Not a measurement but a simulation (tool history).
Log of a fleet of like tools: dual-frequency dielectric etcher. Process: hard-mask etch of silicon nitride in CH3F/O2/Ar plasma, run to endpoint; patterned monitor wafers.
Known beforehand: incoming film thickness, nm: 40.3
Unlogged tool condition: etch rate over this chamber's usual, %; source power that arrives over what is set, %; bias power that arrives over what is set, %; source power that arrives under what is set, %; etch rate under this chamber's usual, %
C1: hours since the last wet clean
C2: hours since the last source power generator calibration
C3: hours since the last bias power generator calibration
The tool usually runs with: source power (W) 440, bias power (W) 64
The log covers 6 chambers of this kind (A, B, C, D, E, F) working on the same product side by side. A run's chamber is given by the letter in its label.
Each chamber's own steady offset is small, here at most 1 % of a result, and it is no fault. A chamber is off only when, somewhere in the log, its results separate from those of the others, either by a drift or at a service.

run 1D hour=6.7 | source_power_(W)=440 bias_power_(W)=64 | C1=35.4 C2=1558.7 C3=1465.6 | endpoint_time_(s)=58.429
run 2B hour=12.1 | source_power_(W)=440 bias_power_(W)=64 | C1=444.9 C2=218.6 C3=436.8 | endpoint_time_(s)=58.694
run 3C hour=17.4 | source_power_(W)=440 bias_power_(W)=64 | C1=29.8 C2=1231.3 C3=1823.2 | endpoint_time_(s)=58.213
run 4E hour=21.2 | source_power_(W)=440 bias_power_(W)=64 | C1=332.5 C2=463.2 C3=1199.2 | endpoint_time_(s)=58.348
run 5A hour=25 | source_power_(W)=440 bias_power_(W)=64 | C1=211.4 C2=2374.6 C3=3446.7 | endpoint_time_(s)=58.345
run 6F hour=31.4 | source_power_(W)=440 bias_power_(W)=64 | C1=196.7 C2=100.1 C3=445 | endpoint_time_(s)=58.082
run 7B hour=35.8 | source_power_(W)=440 bias_power_(W)=64 | C1=468.6 C2=242.3 C3=460.5 | endpoint_time_(s)=58.547
run 8C hour=39.6 | source_power_(W)=440 bias_power_(W)=64 | C1=52 C2=1253.5 C3=1845.4 | endpoint_time_(s)=58.699
run 9A hour=44.4 | source_power_(W)=440 bias_power_(W)=64 | C1=230.8 C2=2394 C3=3466.1 | endpoint_time_(s)=58.459
run 10E hour=49.9 | source_power_(W)=370 bias_power_(W)=72 | C1=361.2 C2=491.9 C3=1227.9 | endpoint_time_(s)=60.021
run 11F hour=53.6 | source_power_(W)=370 bias_power_(W)=72 | C1=218.9 C2=122.3 C3=467.2 | endpoint_time_(s)=59.472
run 12D hour=57.3 | source_power_(W)=370 bias_power_(W)=72 | C1=86 C2=1609.3 C3=1516.2 | endpoint_time_(s)=59.659
run 13F hour=60.9 | source_power_(W)=370 bias_power_(W)=72 | C1=226.2 C2=129.6 C3=474.5 | endpoint_time_(s)=59.584
run 14A hour=66.6 | source_power_(W)=370 bias_power_(W)=72 | C1=253 C2=2416.2 C3=3488.3 | endpoint_time_(s)=60.03
-- hour=68 chamber B: wet clean of the chamber
run 15E hour=72.2 | source_power_(W)=370 bias_power_(W)=72 | C1=383.5 C2=514.2 C3=1250.2 | endpoint_time_(s)=59.955
run 16D hour=76.5 | source_power_(W)=440 bias_power_(W)=64 | C1=105.2 C2=1628.5 C3=1535.4 | endpoint_time_(s)=57.969
run 17C hour=83.4 | source_power_(W)=440 bias_power_(W)=64 | C1=95.8 C2=1297.3 C3=1889.2 | endpoint_time_(s)=58.807
run 18B hour=86.8 | source_power_(W)=440 bias_power_(W)=64 | C1=18.8 C2=293.3 C3=511.5 | endpoint_time_(s)=59.315
run 19E hour=90.2 | source_power_(W)=440 bias_power_(W)=64 | C1=401.5 C2=532.2 C3=1268.2 | endpoint_time_(s)=58.328
run 20D hour=94.1 | source_power_(W)=440 bias_power_(W)=64 | C1=122.8 C2=1646.1 C3=1553 | endpoint_time_(s)=58.066
run 21A hour=97.8 | source_power_(W)=440 bias_power_(W)=64 | C1=284.2 C2=2447.4 C3=3519.5 | endpoint_time_(s)=58.624
run 22C hour=102.8 | source_power_(W)=440 bias_power_(W)=64 | C1=115.2 C2=1316.7 C3=1908.6 | endpoint_time_(s)=58.033
run 23F hour=106.7 | source_power_(W)=440 bias_power_(W)=64 | C1=272 C2=175.4 C3=520.3 | endpoint_time_(s)=58.702
run 24B hour=110.9 | source_power_(W)=440 bias_power_(W)=64 | C1=42.9 C2=317.4 C3=535.6 | endpoint_time_(s)=59.35
run 25B hour=118 | source_power_(W)=440 bias_power_(W)=64 | C1=50 C2=324.5 C3=542.7 | endpoint_time_(s)=58.384
run 26D hour=125.1 | source_power_(W)=440 bias_power_(W)=64 | C1=153.8 C2=1677.1 C3=1584 | endpoint_time_(s)=57.74
run 27C hour=129.6 | source_power_(W)=440 bias_power_(W)=64 | C1=142 C2=1343.5 C3=1935.4 | endpoint_time_(s)=58.15
run 28A hour=134.2 | source_power_(W)=440 bias_power_(W)=64 | C1=320.6 C2=2483.8 C3=3555.9 | endpoint_time_(s)=57.851
run 29F hour=140.9 | source_power_(W)=440 bias_power_(W)=64 | C1=306.2 C2=209.6 C3=554.5 | endpoint_time_(s)=58.829
run 30E hour=145.1 | source_power_(W)=440 bias_power_(W)=64 | C1=456.4 C2=587.1 C3=1323.1 | endpoint_time_(s)=58.404
run 31A hour=151.6 | source_power_(W)=440 bias_power_(W)=64 | C1=338 C2=2501.2 C3=3573.3 | endpoint_time_(s)=58.56
run 32D hour=156.2 | source_power_(W)=440 bias_power_(W)=64 | C1=184.9 C2=1708.2 C3=1615.1 | endpoint_time_(s)=58.836
run 33B hour=160.8 | source_power_(W)=440 bias_power_(W)=64 | C1=92.8 C2=367.3 C3=585.5 | endpoint_time_(s)=58.427
run 34E hour=164.2 | source_power_(W)=440 bias_power_(W)=55 | C1=475.5 C2=606.2 C3=1342.2 | endpoint_time_(s)=61.644
run 35C hour=168.7 | source_power_(W)=440 bias_power_(W)=55 | C1=181.1 C2=1382.6 C3=1974.5 | endpoint_time_(s)=61.009
run 36F hour=175.5 | source_power_(W)=440 bias_power_(W)=55 | C1=340.8 C2=244.2 C3=589.1 | endpoint_time_(s)=60.766
run 37C hour=179.9 | source_power_(W)=440 bias_power_(W)=55 | C1=192.3 C2=1393.8 C3=1985.7 | endpoint_time_(s)=61.239
run 38B hour=184.7 | source_power_(W)=440 bias_power_(W)=55 | C1=116.7 C2=391.2 C3=609.4 | endpoint_time_(s)=61.517
-- hour=186.4 chamber A: wet clean of the chamber
run 39D hour=188.8 | source_power_(W)=440 bias_power_(W)=55 | C1=217.5 C2=1740.8 C3=1647.7 | endpoint_time_(s)=61.295
run 40A hour=193.1 | source_power_(W)=440 bias_power_(W)=64 | C1=6.8 C2=2542.7 C3=3614.8 | endpoint_time_(s)=58.983

Does one chamber stand apart from the rest, does the shared gauge drift, or is all well apart from small per-chamber offsets? Give the chamber and the most likely cause, where there is one.

Beyond each chamber's small constant offset nothing stands out, and the gauge stays steady.
